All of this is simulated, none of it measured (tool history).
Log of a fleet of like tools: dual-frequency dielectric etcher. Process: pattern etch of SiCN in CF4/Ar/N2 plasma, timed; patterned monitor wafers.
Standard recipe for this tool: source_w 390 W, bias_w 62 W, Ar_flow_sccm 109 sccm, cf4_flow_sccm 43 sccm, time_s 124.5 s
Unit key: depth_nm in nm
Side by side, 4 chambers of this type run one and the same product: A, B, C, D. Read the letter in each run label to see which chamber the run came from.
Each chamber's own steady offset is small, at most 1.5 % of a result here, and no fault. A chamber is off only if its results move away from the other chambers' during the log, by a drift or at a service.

run,hour,source_w,bias_w,Ar_flow_sccm,cf4_flow_sccm,time_s,"read-back reference wafer on the same gauge, depth_nm",depth_nm
# hour 3.8: chamber C: bias power generator calibrated
1B,6.2,390,62,109,43,124.5,70.999,80.993
2C,13.9,390,62,109,43,124.5,70.940,81.487
3A,23.4,390,62,109,43,124.5,70.988,81.540
4D,35.4,390,62,109,43,124.5,70.804,82.444
5C,45.8,390,62,109,43,124.5,71.015,80.926
6D,56.0,390,62,109,43,124.5,70.990,82.478
7B,66.4,390,62,109,43,124.5,70.894,81.958
8A,74.9,390,62,109,43,124.5,71.046,80.456
# hour 81.5: chamber D: bias power generator calibrated
9D,86.7,390,62,109,43,124.5,71.063,82.041
10C,94.0,390,62,109,43,124.5,71.096,81.409
# hour 98.2: chamber D: wet clean of the chamber
11B,104.2,390,62,109,43,124.5,70.905,80.161
12A,109.8,390,62,109,43,124.5,71.180,80.486
13A,115.3,390,62,109,43,124.5,71.037,80.779
14C,124.0,390,62,109,43,124.5,71.015,81.534
15D,134.0,390,62,109,43,124.5,71.015,81.843
# hour 137.8: chamber B: wet clean of the chamber
16B,145.5,390,62,109,43,124.5,71.099,81.123
17D,157.1,390,62,109,49,99.0,71.013,66.398
18B,165.2,390,62,109,49,99.0,70.947,65.700
19C,173.7,390,62,109,49,99.0,71.035,65.956
20A,183.3,390,62,109,49,99.0,70.949,65.129
21B,194.1,390,62,109,43,124.5,70.904,79.977
22C,201.6,390,62,109,43,124.5,71.073,81.017
23A,213.1,390,62,109,43,124.5,71.065,80.372
24D,222.4,390,62,109,43,124.5,70.962,82.049
25C,234.1,440,62,109,43,157.0,71.077,113.130
26D,240.0,440,62,109,43,157.0,71.003,115.180
# hour 244.4: chamber B: Ar flow controller replaced
27B,252.7,440,62,109,43,157.0,71.007,113.330
28A,259.9,440,62,109,43,157.0,70.929,109.620

Each of the 4 chambers runs these same settings next. Fill in every chamber's results:
29A,269.0,390,62,109,43,94.5,,?
29B,269.0,390,62,109,43,94.5,,?
29C,269.0,390,62,109,43,94.5,,?
29D,269.0,390,62,109,43,94.5,,?

run,depth_nm
29A,59.451
29B,61.103
29C,61.727
29D,62.262
